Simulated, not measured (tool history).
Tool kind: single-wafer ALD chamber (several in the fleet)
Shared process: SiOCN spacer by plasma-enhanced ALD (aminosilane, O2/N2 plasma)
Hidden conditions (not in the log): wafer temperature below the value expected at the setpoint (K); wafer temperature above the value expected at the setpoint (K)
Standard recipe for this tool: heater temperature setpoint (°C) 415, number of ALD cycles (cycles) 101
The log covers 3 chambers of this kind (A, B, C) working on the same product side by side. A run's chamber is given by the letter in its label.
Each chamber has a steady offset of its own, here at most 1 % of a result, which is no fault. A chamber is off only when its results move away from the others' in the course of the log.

run	day	heater temperature setpoint (°C)	number of ALD cycles (cycles)	hours since the last thermocouple change	read-back reference wafer on the same gauge, thickness_nm	mean film thickness on the monitor wafer (angstrom)
1C	0.162	415	101	323.6	6.0011	57.956
2B	0.429	415	101	1700.9	5.9976	58.171
3A	0.712	415	101	759.4	5.9961	58.257
4C	0.954	415	101	342.6	5.9961	57.749
5A	1.208	415	101	771.3	5.9926	58.191
6B	1.442	415	101	1725.2	5.9928	58.143
7A	1.671	415	101	782.4	5.9938	58.385
8B	1.958	408	101	1737.6	5.995	59.316
9C	2.242	408	101	373.5	5.9893	58.836
10B	2.5	408	101	1750.6	5.9914	59.319
11C	2.8	415	101	386.9	5.9882	57.716
12A	3.092	415	101	816.5	5.9856	58.271
13A	3.233	415	101	819.9	5.9858	58.209
14B	3.471	415	101	1773.9	5.9872	58.151
15C	3.621	415	101	406.6	5.9843	57.53
16B	3.817	415	101	1782.2	5.9831	58.109
17C	4.088	415	101	417.8	5.9831	57.597
18A	4.233	415	101	843.9	5.9829	58.228
19C	4.388	415	101	425	5.9832	57.608
20B	4.608	415	101	1801.2	5.9816	58.028
21A	4.8	415	101	857.5	5.9773	57.956
22C	4.942	415	101	438.3	5.9783	57.484
23B	5.192	415	101	1815.2	5.978	58.008
24A	5.425	415	101	872.5	5.9788	58.164
25A	5.642	415	101	877.7	5.9766	58.043
26C	5.804	415	101	459	5.9764	57.418
27B	6.008	415	101	1834.8	5.9784	57.929
28A	6.296	415	101	893.4	5.9715	58.106
29C	6.433	402	93	474.1	5.9732	55.037
30B	6.583	402	93	1848.6	5.9717	55.52
31A	6.871	402	93	907.2	5.9742	55.633
32C	7.158	415	101	491.5	5.9737	57.526
33B	7.379	415	101	1867.7	5.9682	57.819
34A	7.662	415	101	926.2	5.9669	58.015
35C	7.825	415	101	507.5	5.967	57.292
36B	7.983	415	101	1882.2	5.9668	57.807
37C	8.292	402	93	518.7	5.9656	54.902
38B	8.462	402	93	1893.7	5.9656	55.303
39A	8.7	402	93	951.1	5.9646	55.575
40C	8.946	415	101	534.4	5.9625	57.199
41A	9.146	415	101	961.8	5.9619	57.964
42B	9.396	415	101	1916.1	5.9592	57.675
43A	9.562	415	101	971.8	5.9576	57.86

Read the log: is a single chamber off, either drifting away or since a service, is the gauge that measures every chamber drifting, or is nothing wrong beyond small per-chamber offsets? Name any odd chamber and what most likely caused it.

Every chamber seems to shift together because the gauge that measures them all drifts; the chambers themselves are fine.
What lies behind it: gauge reads low (%) = 0.689.

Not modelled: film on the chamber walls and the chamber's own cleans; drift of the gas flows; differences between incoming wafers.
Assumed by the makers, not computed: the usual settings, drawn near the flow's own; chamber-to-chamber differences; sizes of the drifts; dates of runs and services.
